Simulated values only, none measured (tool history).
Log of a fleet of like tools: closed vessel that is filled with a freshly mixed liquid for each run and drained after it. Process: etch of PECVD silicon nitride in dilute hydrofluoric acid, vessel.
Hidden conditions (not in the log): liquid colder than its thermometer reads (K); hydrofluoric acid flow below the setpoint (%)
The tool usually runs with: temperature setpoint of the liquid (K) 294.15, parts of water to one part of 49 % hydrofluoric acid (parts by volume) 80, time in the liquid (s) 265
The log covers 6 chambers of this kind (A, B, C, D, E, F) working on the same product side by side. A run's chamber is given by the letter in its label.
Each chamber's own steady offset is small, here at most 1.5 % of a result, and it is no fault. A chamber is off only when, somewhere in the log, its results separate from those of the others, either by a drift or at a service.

run,day,temperature setpoint of the liquid (K),parts of water to one part of 49 % hydrofluoric acid (parts by volume),time in the liquid (s),hours since the thermometer was replaced,hours since the hydrofluoric acid flow meter was replaced,"read-back film thickness of the PECVD silicon nitride reference wafer, read on the same gauge (nm)",thickness taken off the PECVD silicon nitride on a monitor wafer (angstrom)
# day 0.192: chamber E: hydrofluoric acid flow meter replaced
1E,0.6,294.15,80,265,1408.6,9.8,40.013,56.977
2D,1.188,294.15,80,265,915,604.6,39.984,58.254
# day 1.292: chamber C: thermometer replaced
3B,1.496,294.15,80,265,74.4,1862.3,40.008,57.297
# day 1.825: chamber D: thermometer replaced
4C,1.892,294.15,80,265,14.5,958.5,40.003,58.814
5A,2.212,294.15,80,265,1465.7,658.3,39.989,57.976
6F,2.7,294.15,80,265,415,448.2,40.014,58.171
7C,3.162,294.15,80,265,45,989,39.997,59.019
8F,3.55,294.15,80,265,435.4,468.6,40.018,58.091
9B,4.079,294.15,80,265,136.4,1924.3,40.008,57.524
10A,4.396,294.15,80,265,1518.1,710.7,40.011,58.172
11E,4.854,294.15,80,265,1510.7,111.9,40,57.646
12D,5.2,294.15,80,265,81.1,700.9,39.981,57.661
13D,5.583,294.15,80,265,90.3,710.1,39.996,57.143
14B,6.067,294.15,80,360,184.1,1972,40.014,77.483
15C,6.475,294.15,80,360,124.5,1068.5,40.006,78.718
16E,6.829,294.15,80,360,1558.1,159.3,39.999,78.766
17F,7.388,294.15,80,360,527.5,560.7,40.004,78.866
18A,7.862,294.15,80,360,1601.3,793.9,40,77.614
19E,8.288,294.15,80,360,1593.1,194.3,40.013,77.951
20F,8.733,294.15,80,265,559.8,593,39.98,58.018
# day 9.208: chamber D: hydrofluoric acid flow meter replaced
21C,9.325,294.15,80,265,192.9,1136.9,39.991,56.649
22D,9.925,294.15,80,265,194.5,17.2,40.008,57.314
23A,10.342,294.15,80,265,1660.8,853.4,40.008,57.78
24B,10.721,294.15,80,265,295.8,2083.7,40.001,58.299
25E,11.158,294.15,80,265,1662,263.2,40.017,57.681
26A,11.625,294.15,80,265,1691.6,884.2,39.998,57.328
27D,12.238,294.15,80,265,250,72.7,40.01,57.626
28B,12.633,294.15,80,265,341.7,2129.6,40.008,57.443
29C,12.962,294.15,80,265,280.2,1224.2,40.009,56.225
30F,13.538,294.15,80,265,675.1,708.3,40.019,58.617
31A,14.038,294.15,80,265,1749.5,942.1,39.984,57.48
32D,14.308,294.15,80,265,299.7,122.4,40.011,57.797
33C,14.879,294.15,80,265,326.2,1270.2,40.009,55.721
34F,15.288,294.15,80,265,717.1,750.3,40.006,57.757
35B,15.629,294.15,80,265,413.6,2201.5,40.019,58.148
36E,16.117,294.15,80,265,1781,382.2,40,57.982

Next, all 6 chambers run the settings below, one line each with question marks for the results. What does each chamber give?
37A,16.567,294.15,65,265,,,,?
37B,16.567,294.15,65,265,,,,?
37C,16.567,294.15,65,265,,,,?
37D,16.567,294.15,65,265,,,,?
37E,16.567,294.15,65,265,,,,?
37F,16.567,294.15,65,265,,,,?

run,thickness taken off the PECVD silicon nitride on a monitor wafer (angstrom)
37A,70.002
37B,70.43
37C,67.305
37D,71.083
37E,69.975
37F,70.905
